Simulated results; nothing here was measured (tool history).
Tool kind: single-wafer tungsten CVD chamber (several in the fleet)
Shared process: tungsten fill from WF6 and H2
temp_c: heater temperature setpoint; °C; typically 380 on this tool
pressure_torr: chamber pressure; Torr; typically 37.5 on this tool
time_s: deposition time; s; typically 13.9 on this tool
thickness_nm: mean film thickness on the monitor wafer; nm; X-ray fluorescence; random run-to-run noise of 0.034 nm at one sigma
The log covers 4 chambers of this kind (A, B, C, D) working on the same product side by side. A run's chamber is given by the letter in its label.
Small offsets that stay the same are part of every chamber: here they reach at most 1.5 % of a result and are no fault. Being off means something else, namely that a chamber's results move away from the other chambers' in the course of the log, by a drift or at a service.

run	day	temp_c	pressure_torr	time_s	read-back reference wafer on the same gauge, thickness_nm	thickness_nm
1A	0.329	380	37.5	13.9	26.594	30.259
2D	0.738	380	37.5	13.9	26.594	29.971
3B	1.075	380	37.5	13.9	26.588	30.254
4C	1.388	380	37.5	13.9	26.587	30.270
5C	1.725	390	37.5	15.2	26.587	40.219
6A	2.021	390	37.5	15.2	26.580	40.268
7D	2.238	390	37.5	15.2	26.574	39.851
# day 2.404: chamber D: capacitance manometer re-zeroed and calibrated
8B	2.646	390	37.5	15.2	26.564	40.269
9A	2.917	380	37.5	13.9	26.570	30.223
10B	3.175	380	37.5	13.9	26.564	30.249
11D	3.525	380	37.5	13.9	26.562	29.959
12C	3.796	380	37.5	13.9	26.555	30.224
13A	4.046	380	37.5	13.9	26.551	30.242
14B	4.246	380	37.5	13.9	26.560	30.118
15D	4.633	380	37.5	13.9	26.543	29.963
16C	5.012	380	37.5	13.9	26.542	30.178
17B	5.204	380	37.5	13.9	26.542	30.146
18A	5.567	380	37.5	13.9	26.536	30.237
19C	5.925	387	37.5	13.9	26.535	34.702
20D	6.338	387	37.5	13.9	26.523	34.322
21D	6.662	387	37.5	13.9	26.531	34.295
22B	6.921	387	37.5	13.9	26.524	34.702
23A	7.208	380	37.5	13.9	26.517	30.235
24C	7.412	380	37.5	13.9	26.515	30.146
25C	7.779	380	37.5	13.9	26.506	30.130
26A	8.117	380	37.5	13.9	26.511	30.179
27B	8.438	380	37.5	13.9	26.512	30.075
28D	8.708	380	37.5	13.9	26.510	29.846
29C	8.996	380	37.5	13.9	26.499	30.170
30A	9.321	380	37.5	13.9	26.503	30.177
31D	9.629	380	37.5	13.9	26.486	29.833
32B	9.929	380	37.5	13.9	26.490	30.078
33D	10.196	380	37.5	13.9	26.492	29.835
34A	10.408	380	37.5	13.9	26.484	30.158
35B	10.596	380	37.5	13.9	26.485	30.087
# day 10.712: chamber C: capacitance manometer re-zeroed and calibrated
36C	10.783	380	37.5	13.9	26.471	30.051

For the next run the whole fleet of 4 chambers uses the same settings. Give each chamber's results:
37A	11.079	380	37.5	13.9		?
37B	11.079	380	37.5	13.9		?
37C	11.079	380	37.5	13.9		?
37D	11.079	380	37.5	13.9		?

run	thickness_nm
37A	30.140
37B	30.054
37C	30.116
37D	29.853
